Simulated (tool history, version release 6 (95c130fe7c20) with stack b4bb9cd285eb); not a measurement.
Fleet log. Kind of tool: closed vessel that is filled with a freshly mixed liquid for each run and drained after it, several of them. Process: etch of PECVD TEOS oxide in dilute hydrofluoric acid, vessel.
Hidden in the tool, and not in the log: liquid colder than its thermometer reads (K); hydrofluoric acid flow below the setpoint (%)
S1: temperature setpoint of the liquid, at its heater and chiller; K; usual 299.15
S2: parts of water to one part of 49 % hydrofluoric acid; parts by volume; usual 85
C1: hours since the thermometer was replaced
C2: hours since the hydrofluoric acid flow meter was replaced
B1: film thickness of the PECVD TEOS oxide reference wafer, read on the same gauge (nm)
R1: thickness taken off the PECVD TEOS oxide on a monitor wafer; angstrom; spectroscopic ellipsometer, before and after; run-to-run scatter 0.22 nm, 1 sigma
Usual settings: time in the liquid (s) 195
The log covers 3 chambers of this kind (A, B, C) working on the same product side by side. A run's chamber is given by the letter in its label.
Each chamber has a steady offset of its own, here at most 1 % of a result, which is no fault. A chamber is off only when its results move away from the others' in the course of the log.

{"run": "1C", "hour": 4.9, "S1": 299.15, "S2": 85, "time in the liquid (s)": 195, "C1": 393.5, "C2": 149.1, "B1": 110.02, "R1": 263.8}
{"run": "2A", "hour": 10.1, "S1": 299.15, "S2": 85, "time in the liquid (s)": 195, "C1": 1150.1, "C2": 1886.4, "B1": 109.99, "R1": 261.98}
{"run": "3B", "hour": 17.9, "S1": 299.15, "S2": 85, "time in the liquid (s)": 195, "C1": 627.5, "C2": 313.8, "B1": 110, "R1": 260.56}
{"run": "4C", "hour": 24.3, "S1": 299.15, "S2": 85, "time in the liquid (s)": 195, "C1": 412.9, "C2": 168.5, "B1": 109.98, "R1": 266.85}
{"run": "5B", "hour": 30.8, "S1": 299.15, "S2": 85, "time in the liquid (s)": 195, "C1": 640.4, "C2": 326.7, "B1": 109.98, "R1": 256.78}
{"run": "6A", "hour": 38.4, "S1": 299.15, "S2": 85, "time in the liquid (s)": 195, "C1": 1178.4, "C2": 1914.7, "B1": 110.01, "R1": 263.4}
{"hour": 43.5, "done": "chamber A: hydrofluoric acid flow meter replaced"}
{"run": "7C", "hour": 44.6, "S1": 299.15, "S2": 85, "time in the liquid (s)": 195, "C1": 433.2, "C2": 188.8, "B1": 110, "R1": 258.71}
{"run": "8B", "hour": 54.0, "S1": 299.15, "S2": 85, "time in the liquid (s)": 195, "C1": 663.6, "C2": 349.9, "B1": 110.02, "R1": 259.05}
{"run": "9A", "hour": 60.6, "S1": 299.15, "S2": 85, "time in the liquid (s)": 195, "C1": 1200.6, "C2": 17.1, "B1": 109.97, "R1": 258.27}
{"run": "10C", "hour": 68.0, "S1": 299.15, "S2": 85, "time in the liquid (s)": 195, "C1": 456.6, "C2": 212.2, "B1": 109.99, "R1": 260.09}
{"run": "11A", "hour": 76.6, "S1": 299.15, "S2": 85, "time in the liquid (s)": 195, "C1": 1216.6, "C2": 33.1, "B1": 110.01, "R1": 256.05}
{"run": "12B", "hour": 82.2, "S1": 299.15, "S2": 85, "time in the liquid (s)": 195, "C1": 691.8, "C2": 378.1, "B1": 109.95, "R1": 261.33}
{"run": "13B", "hour": 87.8, "S1": 299.15, "S2": 85, "time in the liquid (s)": 195, "C1": 697.4, "C2": 383.7, "B1": 109.99, "R1": 259.69}
{"run": "14C", "hour": 93.9, "S1": 299.15, "S2": 85, "time in the liquid (s)": 195, "C1": 482.5, "C2": 238.1, "B1": 110, "R1": 260.65}
{"run": "15A", "hour": 101.0, "S1": 299.15, "S2": 85, "time in the liquid (s)": 195, "C1": 1241, "C2": 57.5, "B1": 109.98, "R1": 258.95}
{"run": "16C", "hour": 110.6, "S1": 299.15, "S2": 85, "time in the liquid (s)": 195, "C1": 499.2, "C2": 254.8, "B1": 109.96, "R1": 263.52}
{"run": "17B", "hour": 119.8, "S1": 299.15, "S2": 85, "time in the liquid (s)": 195, "C1": 729.4, "C2": 415.7, "B1": 109.99, "R1": 262.85}
{"run": "18A", "hour": 127.1, "S1": 299.15, "S2": 70, "time in the liquid (s)": 195, "C1": 1267.1, "C2": 83.6, "B1": 109.98, "R1": 307.52}
{"run": "19A", "hour": 135.7, "S1": 299.15, "S2": 70, "time in the liquid (s)": 195, "C1": 1275.7, "C2": 92.2, "B1": 109.99, "R1": 308.26}
{"run": "20B", "hour": 144.7, "S1": 299.15, "S2": 70, "time in the liquid (s)": 195, "C1": 754.3, "C2": 440.6, "B1": 110, "R1": 325.14}
{"run": "21C", "hour": 152.0, "S1": 299.15, "S2": 85, "time in the liquid (s)": 195, "C1": 540.6, "C2": 296.2, "B1": 109.99, "R1": 257.62}

The same settings go to every chamber for the next run, one line per chamber below. Forecast the results for each:
{"run": "22A", "hour": 159.0, "S1": 299.15, "S2": 85, "time in the liquid (s)": 195, "R1": "?"}
{"run": "22B", "hour": 159.0, "S1": 299.15, "S2": 85, "time in the liquid (s)": 195, "R1": "?"}
{"run": "22C", "hour": 159.0, "S1": 299.15, "S2": 85, "time in the liquid (s)": 195, "R1": "?"}

run=22A R1=252.16
run=22B R1=262.69
run=22C R1=265.08
